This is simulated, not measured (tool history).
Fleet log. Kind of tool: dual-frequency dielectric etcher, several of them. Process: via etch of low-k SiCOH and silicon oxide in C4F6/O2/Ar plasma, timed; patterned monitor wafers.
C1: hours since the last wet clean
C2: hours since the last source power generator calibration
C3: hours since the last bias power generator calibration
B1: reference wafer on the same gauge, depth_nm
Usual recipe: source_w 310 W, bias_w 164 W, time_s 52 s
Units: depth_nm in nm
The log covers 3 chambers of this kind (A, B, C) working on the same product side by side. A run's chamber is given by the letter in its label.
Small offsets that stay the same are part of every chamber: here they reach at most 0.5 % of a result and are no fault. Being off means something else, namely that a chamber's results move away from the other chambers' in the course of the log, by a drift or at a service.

run 1A hour=8.4 | source_w=310 bias_w=164 time_s=52 | C1=212.5 C2=814.3 C3=1064.4 | B1=106.02 | depth_nm=127.49
-- hour=13.9 chamber B: wet clean of the chamber
run 2B hour=15.5 | source_w=310 bias_w=164 time_s=52 | C1=1.7 C2=2836.6 C3=1821 | B1=105.98 | depth_nm=128.97
run 3C hour=24.3 | source_w=310 bias_w=164 time_s=52 | C1=333.6 C2=1047 C3=979.2 | B1=105.99 | depth_nm=127.98
-- hour=30.7 chamber B: source power generator calibrated
run 4B hour=33 | source_w=310 bias_w=164 time_s=52 | C1=19.2 C2=2.4 C3=1838.5 | B1=105.98 | depth_nm=128.12
run 5C hour=43.4 | source_w=310 bias_w=164 time_s=52 | C1=352.7 C2=1066.1 C3=998.3 | B1=105.99 | depth_nm=128.31
run 6A hour=51.3 | source_w=310 bias_w=164 time_s=52 | C1=255.4 C2=857.2 C3=1107.3 | B1=105.99 | depth_nm=127.97
run 7A hour=60.3 | source_w=310 bias_w=164 time_s=52 | C1=264.4 C2=866.2 C3=1116.3 | B1=105.86 | depth_nm=127.78
run 8B hour=69 | source_w=310 bias_w=164 time_s=52 | C1=55.2 C2=38.4 C3=1874.5 | B1=105.91 | depth_nm=128.32
run 9C hour=79.8 | source_w=310 bias_w=164 time_s=52 | C1=389.1 C2=1102.5 C3=1034.7 | B1=106 | depth_nm=127.8
run 10B hour=86 | source_w=310 bias_w=164 time_s=52 | C1=72.2 C2=55.4 C3=1891.5 | B1=105.96 | depth_nm=129.28
run 11C hour=95.9 | source_w=310 bias_w=164 time_s=52 | C1=405.2 C2=1118.6 C3=1050.8 | B1=106.05 | depth_nm=127.32
run 12A hour=107.2 | source_w=310 bias_w=164 time_s=52 | C1=311.3 C2=913.1 C3=1163.2 | B1=105.9 | depth_nm=128.58
run 13B hour=118.1 | source_w=240 bias_w=144 time_s=52 | C1=104.3 C2=87.5 C3=1923.6 | B1=106.07 | depth_nm=111.1
run 14C hour=126.6 | source_w=240 bias_w=144 time_s=52 | C1=435.9 C2=1149.3 C3=1081.5 | B1=105.99 | depth_nm=111.92
run 15A hour=136 | source_w=240 bias_w=144 time_s=52 | C1=340.1 C2=941.9 C3=1192 | B1=105.97 | depth_nm=111.84
run 16C hour=144 | source_w=310 bias_w=164 time_s=52 | C1=453.3 C2=1166.7 C3=1098.9 | B1=106.07 | depth_nm=129.85
run 17A hour=155 | source_w=310 bias_w=164 time_s=52 | C1=359.1 C2=960.9 C3=1211 | B1=106.09 | depth_nm=127.37
run 18B hour=161.6 | source_w=310 bias_w=164 time_s=52 | C1=147.8 C2=131 C3=1967.1 | B1=106.03 | depth_nm=128.53
run 19B hour=167.2 | source_w=310 bias_w=164 time_s=52 | C1=153.4 C2=136.6 C3=1972.7 | B1=105.98 | depth_nm=128.92
run 20A hour=173 | source_w=310 bias_w=164 time_s=52 | C1=377.1 C2=978.9 C3=1229 | B1=105.96 | depth_nm=128.42
run 21C hour=180.2 | source_w=310 bias_w=164 time_s=52 | C1=489.5 C2=1202.9 C3=1135.1 | B1=106.05 | depth_nm=130.39
run 22B hour=191.7 | source_w=310 bias_w=138 time_s=63 | C1=177.9 C2=161.1 C3=1997.2 | B1=106.05 | depth_nm=148.16
run 23A hour=203.4 | source_w=310 bias_w=138 time_s=63 | C1=407.5 C2=1009.3 C3=1259.4 | B1=105.93 | depth_nm=147.5
run 24C hour=211.7 | source_w=310 bias_w=138 time_s=63 | C1=521 C2=1234.4 C3=1166.6 | B1=106 | depth_nm=149.85
run 25C hour=217.7 | source_w=310 bias_w=164 time_s=52 | C1=527 C2=1240.4 C3=1172.6 | B1=106.13 | depth_nm=131.16
run 26B hour=227.1 | source_w=310 bias_w=164 time_s=52 | C1=213.3 C2=196.5 C3=2032.6 | B1=105.96 | depth_nm=128.58
run 27A hour=235.9 | source_w=310 bias_w=164 time_s=52 | C1=440 C2=1041.8 C3=1291.9 | B1=105.96 | depth_nm=128.39
run 28A hour=245.8 | source_w=310 bias_w=164 time_s=52 | C1=449.9 C2=1051.7 C3=1301.8 | B1=106.1 | depth_nm=128.93
run 29C hour=252.1 | source_w=310 bias_w=164 time_s=52 | C1=561.4 C2=1274.8 C3=1207 | B1=105.94 | depth_nm=131.49
run 30B hour=263.4 | source_w=310 bias_w=164 time_s=52 | C1=249.6 C2=232.8 C3=2068.9 | B1=105.98 | depth_nm=128.51
run 31A hour=274.8 | source_w=260 bias_w=164 time_s=66.5 | C1=478.9 C2=1080.7 C3=1330.8 | B1=105.98 | depth_nm=152.59
run 32C hour=281.9 | source_w=260 bias_w=164 time_s=66.5 | C1=591.2 C2=1304.6 C3=1236.8 | B1=106 | depth_nm=159.09
run 33B hour=287.2 | source_w=260 bias_w=164 time_s=66.5 | C1=273.4 C2=256.6 C3=2092.7 | B1=105.99 | depth_nm=153.87
run 34A hour=297.2 | source_w=310 bias_w=164 time_s=52 | C1=501.3 C2=1103.1 C3=1353.2 | B1=105.92 | depth_nm=128.62

All chambers now run identical settings, listed one chamber a line with results as question marks. What results will each chamber show?
run 35A hour=305.6 | source_w=310 bias_w=193 time_s=52 | depth_nm=?
run 35B hour=305.6 | source_w=310 bias_w=193 time_s=52 | depth_nm=?
run 35C hour=305.6 | source_w=310 bias_w=193 time_s=52 | depth_nm=?

run=35A depth_nm=136.3
run=35B depth_nm=135.25
run=35C depth_nm=140.32

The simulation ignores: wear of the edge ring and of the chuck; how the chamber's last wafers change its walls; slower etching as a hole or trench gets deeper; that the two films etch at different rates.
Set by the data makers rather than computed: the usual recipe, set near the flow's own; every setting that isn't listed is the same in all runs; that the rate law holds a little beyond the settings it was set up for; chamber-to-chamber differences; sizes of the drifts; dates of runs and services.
